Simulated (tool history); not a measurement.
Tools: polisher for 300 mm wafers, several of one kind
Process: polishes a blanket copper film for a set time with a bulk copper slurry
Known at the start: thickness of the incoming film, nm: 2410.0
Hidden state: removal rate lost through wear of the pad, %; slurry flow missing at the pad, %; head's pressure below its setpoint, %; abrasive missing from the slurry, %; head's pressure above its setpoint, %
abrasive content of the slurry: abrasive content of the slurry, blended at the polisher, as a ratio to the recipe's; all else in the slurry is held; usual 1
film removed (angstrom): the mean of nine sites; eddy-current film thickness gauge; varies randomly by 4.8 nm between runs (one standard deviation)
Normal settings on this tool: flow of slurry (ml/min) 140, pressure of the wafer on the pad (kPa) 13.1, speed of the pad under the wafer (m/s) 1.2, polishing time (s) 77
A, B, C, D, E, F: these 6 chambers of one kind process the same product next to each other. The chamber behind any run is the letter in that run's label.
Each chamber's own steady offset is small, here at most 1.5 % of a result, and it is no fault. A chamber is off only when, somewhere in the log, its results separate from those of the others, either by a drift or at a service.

run   hour  flow of slurry (ml/min)  pressure of the wafer on the pad (kPa)  speed of the pad under the wafer (m/s)  abrasive content of the slurry  polishing time (s)  wafers polished on this pad  hours since the slurry nozzle was cleaned  hours since the head pressure was calibrated  hours since the slurry blender was calibrated  film removed (angstrom)
       2.1  -- chamber D: worn pad replaced by a new one
       6.6  -- chamber F: worn pad replaced by a new one
 1B    7.1                      140                                    13.1                                     1.2                               1                  77                          687                                      284.4                                        1067.8                                          171.4                   5975.7
       7.3  -- chamber B: worn pad replaced by a new one
      12.4  -- chamber D: slurry blender recalibrated
 2F     16                      140                                    13.1                                     1.2                               1                  77                           70                                      575.8                                         840.2                                           94.7                   5949.2
        21  -- chamber A: slurry blender recalibrated
      27.5  -- chamber C: worn pad replaced by a new one
 3A   27.5                      140                                    13.1                                     1.2                               1                  77                          400                                      508.2                                         261.8                                            6.5                   5880.1
 4E   34.9                      140                                    13.1                                     1.2                               1                  77                          906                                        109                                         354.9                                          136.3                   6025.5
 5C   44.6                      140                                    13.1                                     1.2                               1                  77                          128                                      246.5                                          54.1                                           76.9                   5929.1
      47.7  -- chamber E: worn pad replaced by a new one
      51.9  -- chamber A: worn pad replaced by a new one
 6D   58.3                      140                                    13.1                                     1.2                               1                  77                          421                                      587.4                                          66.2                                             46                   5950.9
 7A   66.7                      140                                    13.1                                     1.2                               1                  77                          111                                      547.4                                           301                                           45.7                   5843.5
      78.4  -- chamber B: worn pad replaced by a new one
 8E   80.4                      140                                    13.1                                     1.2                               1                  77                          245                                      154.5                                         400.4                                          181.8                   5890.8
        84  -- chamber F: worn pad replaced by a new one
      88.2  -- chamber B: slurry blender recalibrated
 9D   91.9                      140                                    13.1                                     1.2                               1                  77                          673                                        621                                          99.8                                           79.6                   5952.4
10F  101.9                      140                                    13.1                                     1.2                               1                  77                          134                                      661.7                                         926.1                                          180.6                   5997.2
     107.4  -- chamber A: slurry blender recalibrated
11B  114.3                      140                                    13.1                                     1.2                               1                  77                          269                                      391.6                                          1175                                           26.2                   5980.3
12C  122.3                      140                                    13.1                                     1.2                               1                  77                          710                                      324.2                                         131.8                                          154.6                   6020.4
     122.7  -- chamber A: worn pad replaced by a new one
     127.1  -- chamber A: slurry nozzle cleaned
     130.5  -- chamber E: slurry blender recalibrated
13B  134.7                      140                                    13.1                                     1.2                               1                  77                          422                                        412                                        1195.4                                           46.6                   5995.3
     141.5  -- chamber B: head pressure recalibrated
14D  142.4                      140                                    13.1                                     1.2                               1                  77                         1052                                      671.5                                         150.3                                          130.1                   5918.7
15F  152.6                      140                                    13.1                                     1.2                               1                  77                          514                                      712.4                                         976.8                                          231.3                   6050.6
       154  -- chamber B: slurry nozzle cleaned
     155.5  -- chamber B: worn pad replaced by a new one
     164.1  -- chamber D: slurry blender recalibrated
16A    168                      140                                    13.1                                     1.2                               1                  77                          339                                       40.9                                         402.3                                           60.7                   5903.6
     170.3  -- chamber F: worn pad replaced by a new one
     171.8  -- chamber E: slurry nozzle cleaned
     173.9  -- chamber D: worn pad replaced by a new one
     176.3  -- chamber C: worn pad replaced by a new one
17E  182.6                      140                                    13.1                                     1.2                               1                  77                         1011                                       10.9                                         502.6                                           52.2                   5951.4
       194  -- chamber A: slurry blender recalibrated
18C  197.2                      140                                    13.1                                     1.2                               1                  77                          156                                      399.1                                         206.7                                          229.5                     5856
       199  -- chamber E: worn pad replaced by a new one
19A  207.8                      140                                    13.1                                     1.2                               1                  77                          638                                       80.7                                         442.1                                           13.8                   5990.6
     209.1  -- chamber A: worn pad replaced by a new one
     213.6  -- chamber F: slurry blender recalibrated
20F  218.4                      140                                    13.1                                     1.2                               1                  77                          361                                      778.2                                        1042.6                                            4.8                   5908.8
21C  228.3                      140                                    13.1                                     1.2                               1                  77                          389                                      430.2                                         237.8                                          260.6                   5913.1
     241.4  -- chamber B: worn pad replaced by a new one
22D    244                      140                                    13.1                                     1.2                               1                  77                          526                                      773.1                                         251.9                                             80                   5920.6
     249.2  -- chamber F: head pressure recalibrated
23B  256.7                      140                                     9.7                                     1.2                             1.2                  77                          115                                      102.8                                         115.3                                          168.6                   4487.8
       259  -- chamber F: worn pad replaced by a new one
24E  267.9                      140                                     9.7                                     1.2                             1.2                  77                          517                                       96.2                                         587.9                                          137.5                   4595.1
25B  279.4                      140                                     9.7                                     1.2                             1.2                  77                          285                                      125.5                                           138                                          191.3                   4555.7
     285.9  -- chamber A: worn pad replaced by a new one
26E  290.6                      140                                     9.7                                     1.2                             1.2                  77                          687                                      118.9                                         610.6                                          160.2                   4545.3
     294.1  -- chamber D: slurry blender recalibrated
27A  299.5                      140                                     9.7                                     1.2                             1.2                  77                          102                                      172.4                                         533.8                                          105.5                   4503.6
     300.9  -- chamber A: slurry blender recalibrated
28F  306.6                      140                                     9.7                                     1.2                             1.2                  77                          357                                      866.4                                          57.4                                             93                   4853.6
29D  317.7                      140                                    13.1                                     1.2                               1                  77                         1078                                      846.8                                         325.6                                           23.6                   5910.8
       320  -- chamber F: slurry nozzle cleaned
       321  -- chamber E: worn pad replaced by a new one
     323.7  -- chamber B: worn pad replaced by a new one
30C  333.4                      140                                    13.1                                     1.2                               1                  77                         1177                                      535.3                                         342.9                                          365.7                   5842.9
     336.2  -- chamber F: worn pad replaced by a new one
     339.4  -- chamber D: worn pad replaced by a new one
     345.8  -- chamber C: worn pad replaced by a new one
31C  347.2                      140                                    13.1                                     1.2                               1                  77                           10                                      549.1                                         356.7                                          379.5                   5903.5
     357.6  -- chamber A: worn pad replaced by a new one
32D  360.8                      140                                    13.1                                     1.2                            0.85                  77                          160                                      889.9                                         368.7                                           66.7                   5660.7
     367.7  -- chamber B: slurry blender recalibrated
33E  372.2                      140                                    13.1                                     1.2                            0.85                  77                          384                                      200.5                                         692.2                                          241.8                     5688
34F  380.3                      140                                    13.1                                     1.2                            0.85                  77                          331                                       60.3                                         131.1                                          166.7                   6022.3
35B  387.2                      140                                    13.1                                     1.2                            0.85                  77                          476                                      233.3                                         245.8                                           19.6                   5785.9
36A  394.5                      140                                    13.1                                     1.2                            0.85                  77                          277                                      267.4                                         628.8                                           93.7                     5731

Next, all 6 chambers run the settings below, one line each with question marks for the results. What does each chamber give?
37A  405.9                      140                                    13.1                                     1.2                               1                  77                                                                                                                                                                                             ?
37B  405.9                      140                                    13.1                                     1.2                               1                  77                                                                                                                                                                                             ?
37C  405.9                      140                                    13.1                                     1.2                               1                  77                                                                                                                                                                                             ?
37D  405.9                      140                                    13.1                                     1.2                               1                  77                                                                                                                                                                                             ?
37E  405.9                      140                                    13.1                                     1.2                               1                  77                                                                                                                                                                                             ?
37F  405.9                      140                                    13.1                                     1.2                               1                  77                                                                                                                                                                                             ?

run  film removed (angstrom)
37A                   5865.9
37B                   5963.8
37C                   5866.3
37D                   5880.9
37E                   5962.6
37F                   6328.6
